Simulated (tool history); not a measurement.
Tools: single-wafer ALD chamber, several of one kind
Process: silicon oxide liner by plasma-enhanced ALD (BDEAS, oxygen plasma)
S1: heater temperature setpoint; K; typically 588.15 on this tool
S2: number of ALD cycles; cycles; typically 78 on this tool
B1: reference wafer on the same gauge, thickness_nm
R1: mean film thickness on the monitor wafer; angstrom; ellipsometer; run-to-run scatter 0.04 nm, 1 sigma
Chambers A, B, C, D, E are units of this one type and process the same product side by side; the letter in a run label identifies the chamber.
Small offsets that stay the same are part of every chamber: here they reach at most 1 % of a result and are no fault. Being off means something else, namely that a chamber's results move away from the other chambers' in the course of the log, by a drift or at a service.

run 1E day=0.258 | S1=588.15 S2=78 | B1=5.8471 | R1=71.341
-- day=0.525 chamber B: thermocouple changed; heater temperature recalibrated
run 2B day=0.771 | S1=588.15 S2=78 | B1=5.8378 | R1=70.974
run 3C day=1.146 | S1=588.15 S2=78 | B1=5.8366 | R1=71.356
run 4D day=1.467 | S1=588.15 S2=78 | B1=5.8447 | R1=70.936
run 5A day=2 | S1=588.15 S2=78 | B1=5.8389 | R1=70.921
run 6A day=2.283 | S1=588.15 S2=78 | B1=5.8492 | R1=71.436
run 7D day=2.8 | S1=588.15 S2=93 | B1=5.8335 | R1=83.82
run 8C day=3.233 | S1=588.15 S2=93 | B1=5.8451 | R1=85.772
run 9E day=3.692 | S1=588.15 S2=93 | B1=5.8457 | R1=86.009
run 10B day=4.004 | S1=588.15 S2=93 | B1=5.842 | R1=84.899
run 11B day=4.492 | S1=588.15 S2=93 | B1=5.8371 | R1=84.853
run 12C day=4.875 | S1=588.15 S2=78 | B1=5.8368 | R1=71.07
run 13D day=5.125 | S1=588.15 S2=78 | B1=5.8349 | R1=70.874
run 14E day=5.546 | S1=588.15 S2=78 | B1=5.8344 | R1=70.855
run 15A day=5.917 | S1=588.15 S2=78 | B1=5.8363 | R1=71.799
run 16C day=6.367 | S1=588.15 S2=78 | B1=5.8402 | R1=70.68
run 17D day=6.604 | S1=588.15 S2=78 | B1=5.8395 | R1=71.313
run 18E day=7.021 | S1=588.15 S2=78 | B1=5.844 | R1=71.574
run 19B day=7.508 | S1=588.15 S2=78 | B1=5.8446 | R1=71.519
run 20A day=7.846 | S1=588.15 S2=78 | B1=5.8393 | R1=71.342
run 21D day=8.367 | S1=588.15 S2=78 | B1=5.837 | R1=70.104
run 22B day=8.733 | S1=588.15 S2=66 | B1=5.8457 | R1=60.071
run 23E day=9.204 | S1=588.15 S2=66 | B1=5.8332 | R1=61.344
run 24C day=9.479 | S1=588.15 S2=66 | B1=5.8364 | R1=60.2
run 25A day=9.838 | S1=588.15 S2=66 | B1=5.8512 | R1=60.18
run 26A day=10.288 | S1=588.15 S2=66 | B1=5.8421 | R1=60.288
run 27C day=10.738 | S1=588.15 S2=78 | B1=5.8429 | R1=71.014
run 28D day=11.196 | S1=588.15 S2=78 | B1=5.8339 | R1=70.341
run 29E day=11.562 | S1=588.15 S2=78 | B1=5.8394 | R1=72.206
run 30B day=12.004 | S1=588.15 S2=78 | B1=5.8437 | R1=71.875
run 31D day=12.321 | S1=588.15 S2=78 | B1=5.8362 | R1=70.569
run 32E day=12.6 | S1=588.15 S2=78 | B1=5.8383 | R1=71.705
run 33A day=12.967 | S1=588.15 S2=78 | B1=5.848 | R1=71.529
run 34B day=13.483 | S1=575.15 S2=91 | B1=5.8428 | R1=84.595
run 35C day=13.812 | S1=575.15 S2=91 | B1=5.8366 | R1=85.695
run 36E day=14.15 | S1=575.15 S2=91 | B1=5.8394 | R1=84.791

Has any chamber moved away from the others, gradually or after a service, or does the common gauge drift, or do the chambers differ only by their own small steady offsets? State the chamber and the most likely cause if one applies.

The fleet is healthy, with each chamber sitting at its usual small offset and no drift in the gauge.

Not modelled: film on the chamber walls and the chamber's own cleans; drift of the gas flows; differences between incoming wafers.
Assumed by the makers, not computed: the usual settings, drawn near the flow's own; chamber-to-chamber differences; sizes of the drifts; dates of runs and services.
